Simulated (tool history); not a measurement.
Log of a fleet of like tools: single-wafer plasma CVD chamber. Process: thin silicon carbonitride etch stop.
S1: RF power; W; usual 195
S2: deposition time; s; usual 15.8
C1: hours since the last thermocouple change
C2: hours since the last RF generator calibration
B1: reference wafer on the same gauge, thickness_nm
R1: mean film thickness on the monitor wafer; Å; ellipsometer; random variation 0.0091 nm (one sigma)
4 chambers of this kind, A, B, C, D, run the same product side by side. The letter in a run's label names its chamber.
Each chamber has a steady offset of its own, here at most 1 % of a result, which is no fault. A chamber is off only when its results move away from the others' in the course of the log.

run,hour,S1,S2,C1,C2,B1,R1
1B,12.7,195,15.8,82.5,1217.8,8.1108,89.021
2C,21.4,195,15.8,615.6,221.2,8.1083,88.729
3A,29.0,195,15.8,824.8,836.1,8.1073,88.699
4D,36.2,195,15.8,763.3,1571.6,8.1049,89.095
5A,44.0,195,15.8,839.8,851.1,8.1052,88.527
6D,57.8,195,15.8,784.9,1593.2,8.1031,89.041
7B,67.3,195,15.8,137.1,1272.4,8.1043,89.039
8C,76.9,195,15.8,671.1,276.7,8.0989,88.620
9C,90.4,175,17.2,684.6,290.2,8.1010,93.426
10B,102.7,175,17.2,172.5,1307.8,8.1011,93.604
11D,111.9,175,17.2,839.0,1647.3,8.0988,93.879
12A,119.2,175,17.2,915.0,926.3,8.0986,93.131
13C,129.9,195,15.8,724.1,329.7,8.0982,88.467
14A,145.3,195,17.6,941.1,952.4,8.0947,98.619
15D,155.8,195,17.6,882.9,1691.2,8.0944,99.043
16B,172.0,195,17.6,241.8,1377.1,8.0955,99.017
17D,183.7,195,17.6,910.8,1719.1,8.0912,99.007
18A,193.7,195,15.8,989.5,1000.8,8.0901,88.253
19C,210.1,195,15.8,804.3,409.9,8.0892,88.573
20B,224.5,195,15.8,294.3,1429.6,8.0862,88.747
21A,232.1,195,15.8,1027.9,1039.2,8.0862,88.384
22D,239.4,195,15.8,966.5,1774.8,8.0858,88.979
23C,255.1,195,15.8,849.3,454.9,8.0834,88.424
24B,268.2,195,15.8,338.0,1473.3,8.0833,88.794
25C,276.3,195,15.8,870.5,476.1,8.0843,88.332
26D,288.7,195,15.8,1015.8,1824.1,8.0837,88.960
27B,300.2,195,15.8,370.0,1505.3,8.0814,88.646
28A,307.3,195,15.8,1103.1,1114.4,8.0803,88.228
29B,322.2,195,15.8,392.0,1527.3,8.0749,88.661
30C,330.6,195,15.8,924.8,530.4,8.0751,88.470

What goes on in this fleet: one chamber off, a drifting gauge, or nothing beyond the chambers' own small offsets? Name the chamber and the cause, if any.

The gauge drifts, so all chambers seem to drift together. No chamber is off.
Cause: gauge reads low (%) = 0.421.

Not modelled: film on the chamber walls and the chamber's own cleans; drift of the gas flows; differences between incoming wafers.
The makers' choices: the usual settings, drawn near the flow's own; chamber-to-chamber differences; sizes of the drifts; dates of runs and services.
